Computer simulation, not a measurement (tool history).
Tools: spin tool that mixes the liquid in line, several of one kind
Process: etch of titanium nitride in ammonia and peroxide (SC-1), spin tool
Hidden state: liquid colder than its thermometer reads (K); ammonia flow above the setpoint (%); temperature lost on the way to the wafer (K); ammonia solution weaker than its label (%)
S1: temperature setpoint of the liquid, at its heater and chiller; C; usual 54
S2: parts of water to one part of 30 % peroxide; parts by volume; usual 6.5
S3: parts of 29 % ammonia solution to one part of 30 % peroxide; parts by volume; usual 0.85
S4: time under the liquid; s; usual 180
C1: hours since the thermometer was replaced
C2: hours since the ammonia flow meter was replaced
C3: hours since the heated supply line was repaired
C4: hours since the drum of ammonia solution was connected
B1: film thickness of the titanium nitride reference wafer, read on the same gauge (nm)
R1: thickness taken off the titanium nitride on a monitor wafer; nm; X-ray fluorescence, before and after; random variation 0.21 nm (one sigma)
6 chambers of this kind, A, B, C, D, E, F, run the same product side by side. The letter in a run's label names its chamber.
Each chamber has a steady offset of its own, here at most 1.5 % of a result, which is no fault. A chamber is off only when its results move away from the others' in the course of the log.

{"hour": 3.8, "done": "chamber B: heated supply line repaired"}
{"run": "1B", "hour": 5.8, "S1": 54, "S2": 6.5, "S3": 0.85, "S4": 180, "C1": 754.2, "C2": 454, "C3": 2, "C4": 113.8, "B1": 129.98, "R1": 33.366}
{"hour": 11.0, "done": "chamber C: new drum of ammonia solution connected"}
{"run": "2D", "hour": 13.9, "S1": 54, "S2": 6.5, "S3": 0.85, "S4": 180, "C1": 1597, "C2": 265.3, "C3": 1745, "C4": 446.7, "B1": 130.01, "R1": 34.134}
{"hour": 19.1, "done": "chamber F: ammonia flow meter replaced"}
{"run": "3A", "hour": 24.7, "S1": 54, "S2": 6.5, "S3": 0.85, "S4": 180, "C1": 876.8, "C2": 814.8, "C3": 2931.1, "C4": 246.2, "B1": 130, "R1": 32.779}
{"hour": 26.5, "done": "chamber C: heated supply line repaired"}
{"run": "4C", "hour": 36.2, "S1": 54, "S2": 6.5, "S3": 0.85, "S4": 180, "C1": 1733.1, "C2": 491.1, "C3": 9.7, "C4": 25.3, "B1": 130.02, "R1": 33.738}
{"run": "5E", "hour": 46.9, "S1": 54, "S2": 8.5, "S3": 0.85, "S4": 180, "C1": 58.5, "C2": 1485.9, "C3": 3843.7, "C4": 557.3, "B1": 129.97, "R1": 28.941}
{"hour": 49.4, "done": "chamber F: new drum of ammonia solution connected"}
{"hour": 51.4, "done": "chamber E: ammonia flow meter replaced"}
{"run": "6F", "hour": 57.2, "S1": 54, "S2": 8.5, "S3": 0.85, "S4": 180, "C1": 2269.6, "C2": 38.1, "C3": 1360.6, "C4": 7.9, "B1": 130.07, "R1": 29.368}
{"run": "7E", "hour": 66.3, "S1": 54, "S2": 8.5, "S3": 0.85, "S4": 180, "C1": 77.9, "C2": 14.9, "C3": 3863.1, "C4": 576.7, "B1": 130.03, "R1": 29.618}
{"run": "8D", "hour": 74.2, "S1": 54, "S2": 8.5, "S3": 0.85, "S4": 180, "C1": 1657.3, "C2": 325.6, "C3": 1805.3, "C4": 507, "B1": 130.02, "R1": 29.826}
{"run": "9C", "hour": 85.9, "S1": 54, "S2": 8.5, "S3": 0.85, "S4": 180, "C1": 1782.8, "C2": 540.8, "C3": 59.4, "C4": 75, "B1": 129.99, "R1": 29.952}
{"run": "10A", "hour": 91.7, "S1": 54, "S2": 8.5, "S3": 0.85, "S4": 180, "C1": 943.8, "C2": 881.8, "C3": 2998.1, "C4": 313.2, "B1": 130.04, "R1": 29.199}
{"run": "11F", "hour": 102.2, "S1": 54, "S2": 6.5, "S3": 0.85, "S4": 180, "C1": 2314.6, "C2": 83.1, "C3": 1405.6, "C4": 52.9, "B1": 129.98, "R1": 34.078}
{"run": "12B", "hour": 110.1, "S1": 54, "S2": 6.5, "S3": 0.85, "S4": 180, "C1": 858.5, "C2": 558.3, "C3": 106.3, "C4": 218.1, "B1": 129.96, "R1": 33.109}
{"run": "13E", "hour": 115.5, "S1": 54, "S2": 6.5, "S3": 0.85, "S4": 180, "C1": 127.1, "C2": 64.1, "C3": 3912.3, "C4": 625.9, "B1": 129.93, "R1": 33.394}
{"run": "14D", "hour": 121.7, "S1": 54, "S2": 6.5, "S3": 0.85, "S4": 180, "C1": 1704.8, "C2": 373.1, "C3": 1852.8, "C4": 554.5, "B1": 129.98, "R1": 34.079}
{"run": "15B", "hour": 127.8, "S1": 54, "S2": 6.5, "S3": 0.85, "S4": 180, "C1": 876.2, "C2": 576, "C3": 124, "C4": 235.8, "B1": 130.01, "R1": 33.301}
{"run": "16C", "hour": 134.4, "S1": 54, "S2": 6.5, "S3": 0.85, "S4": 180, "C1": 1831.3, "C2": 589.3, "C3": 107.9, "C4": 123.5, "B1": 129.97, "R1": 33.636}
{"run": "17A", "hour": 140.7, "S1": 54, "S2": 6.5, "S3": 0.85, "S4": 180, "C1": 992.8, "C2": 930.8, "C3": 3047.1, "C4": 362.2, "B1": 130.01, "R1": 33.338}
{"run": "18F", "hour": 150.5, "S1": 54, "S2": 6.5, "S3": 0.85, "S4": 180, "C1": 2362.9, "C2": 131.4, "C3": 1453.9, "C4": 101.2, "B1": 130, "R1": 33.8}
{"run": "19B", "hour": 161.4, "S1": 54, "S2": 6.5, "S3": 0.85, "S4": 180, "C1": 909.8, "C2": 609.6, "C3": 157.6, "C4": 269.4, "B1": 129.97, "R1": 33.534}
{"run": "20A", "hour": 168.5, "S1": 58, "S2": 5, "S3": 0.85, "S4": 180, "C1": 1020.6, "C2": 958.6, "C3": 3074.9, "C4": 390, "B1": 130.04, "R1": 49.249}
{"run": "21E", "hour": 179.9, "S1": 58, "S2": 5, "S3": 0.85, "S4": 180, "C1": 191.5, "C2": 128.5, "C3": 3976.7, "C4": 690.3, "B1": 130.04, "R1": 49.294}
{"run": "22D", "hour": 190.8, "S1": 58, "S2": 5, "S3": 0.85, "S4": 180, "C1": 1773.9, "C2": 442.2, "C3": 1921.9, "C4": 623.6, "B1": 130, "R1": 49.221}
{"run": "23C", "hour": 200.8, "S1": 58, "S2": 5, "S3": 0.85, "S4": 180, "C1": 1897.7, "C2": 655.7, "C3": 174.3, "C4": 189.9, "B1": 129.93, "R1": 49.182}
{"hour": 203.1, "done": "chamber E: new drum of ammonia solution connected"}
{"run": "24F", "hour": 206.3, "S1": 58, "S2": 5, "S3": 0.85, "S4": 180, "C1": 2418.7, "C2": 187.2, "C3": 1509.7, "C4": 157, "B1": 130, "R1": 48.979}
{"run": "25A", "hour": 215.0, "S1": 58, "S2": 5, "S3": 0.85, "S4": 180, "C1": 1067.1, "C2": 1005.1, "C3": 3121.4, "C4": 436.5, "B1": 129.99, "R1": 49.51}
{"run": "26F", "hour": 222.0, "S1": 54, "S2": 6.5, "S3": 0.85, "S4": 180, "C1": 2434.4, "C2": 202.9, "C3": 1525.4, "C4": 172.7, "B1": 130.02, "R1": 33.809}
{"run": "27C", "hour": 231.7, "S1": 54, "S2": 6.5, "S3": 0.85, "S4": 180, "C1": 1928.6, "C2": 686.6, "C3": 205.2, "C4": 220.8, "B1": 129.99, "R1": 33.692}
{"run": "28D", "hour": 237.1, "S1": 45.5, "S2": 6.5, "S3": 0.85, "S4": 180, "C1": 1820.2, "C2": 488.5, "C3": 1968.2, "C4": 669.9, "B1": 130.05, "R1": 18.77}
{"hour": 238.7, "done": "chamber A: new drum of ammonia solution connected"}
{"run": "29B", "hour": 242.1, "S1": 45.5, "S2": 6.5, "S3": 0.85, "S4": 180, "C1": 990.5, "C2": 690.3, "C3": 238.3, "C4": 350.1, "B1": 130.01, "R1": 18.263}
{"run": "30E", "hour": 248.5, "S1": 45.5, "S2": 6.5, "S3": 0.85, "S4": 180, "C1": 260.1, "C2": 197.1, "C3": 4045.3, "C4": 45.4, "B1": 130.02, "R1": 18.422}
{"hour": 251.9, "done": "chamber D: heated supply line repaired"}
{"run": "31A", "hour": 253.6, "S1": 45.5, "S2": 6.5, "S3": 0.85, "S4": 180, "C1": 1105.7, "C2": 1043.7, "C3": 3160, "C4": 14.9, "B1": 130.05, "R1": 18.184}
{"run": "32F", "hour": 260.5, "S1": 45.5, "S2": 6.5, "S3": 0.85, "S4": 180, "C1": 2472.9, "C2": 241.4, "C3": 1563.9, "C4": 211.2, "B1": 130, "R1": 18.537}
{"hour": 263.1, "done": "chamber E: heated supply line repaired"}
{"run": "33B", "hour": 266.7, "S1": 45.5, "S2": 6.5, "S3": 0.85, "S4": 180, "C1": 1015.1, "C2": 714.9, "C3": 262.9, "C4": 374.7, "B1": 129.96, "R1": 18.3}
{"hour": 267.3, "done": "chamber A: heated supply line repaired"}
{"run": "34E", "hour": 274.0, "S1": 54, "S2": 6.5, "S3": 0.85, "S4": 180, "C1": 285.6, "C2": 222.6, "C3": 11, "C4": 70.9, "B1": 130.01, "R1": 33.442}
{"run": "35C", "hour": 284.2, "S1": 54, "S2": 6.5, "S3": 0.85, "S4": 180, "C1": 1981.1, "C2": 739.1, "C3": 257.7, "C4": 273.3, "B1": 129.97, "R1": 33.731}
{"run": "36D", "hour": 291.7, "S1": 54, "S2": 6.5, "S3": 0.85, "S4": 180, "C1": 1874.8, "C2": 543.1, "C3": 39.9, "C4": 724.5, "B1": 130.03, "R1": 33.802}
{"run": "37F", "hour": 298.8, "S1": 54, "S2": 6.5, "S3": 0.85, "S4": 180, "C1": 2511.2, "C2": 279.7, "C3": 1602.2, "C4": 249.5, "B1": 129.99, "R1": 33.871}
{"run": "38C", "hour": 309.1, "S1": 54, "S2": 6.5, "S3": 0.85, "S4": 180, "C1": 2006, "C2": 764, "C3": 282.6, "C4": 298.2, "B1": 130.05, "R1": 33.602}
{"run": "39A", "hour": 316.3, "S1": 54, "S2": 6.5, "S3": 0.85, "S4": 180, "C1": 1168.4, "C2": 1106.4, "C3": 49.1, "C4": 77.6, "B1": 130.01, "R1": 33.395}
{"run": "40D", "hour": 324.8, "S1": 54, "S2": 6.5, "S3": 0.85, "S4": 180, "C1": 1907.9, "C2": 576.2, "C3": 73, "C4": 757.6, "B1": 130.02, "R1": 33.925}
{"run": "41E", "hour": 333.4, "S1": 54, "S2": 6.5, "S3": 0.85, "S4": 180, "C1": 345, "C2": 282, "C3": 70.4, "C4": 130.3, "B1": 129.98, "R1": 33.656}

Is one chamber off against the others, does the gauge drift, or is nothing wrong? If a chamber is off, say which, and what the likeliest cause is.

No chamber stands off beyond its own small offset, and the gauge holds steady.

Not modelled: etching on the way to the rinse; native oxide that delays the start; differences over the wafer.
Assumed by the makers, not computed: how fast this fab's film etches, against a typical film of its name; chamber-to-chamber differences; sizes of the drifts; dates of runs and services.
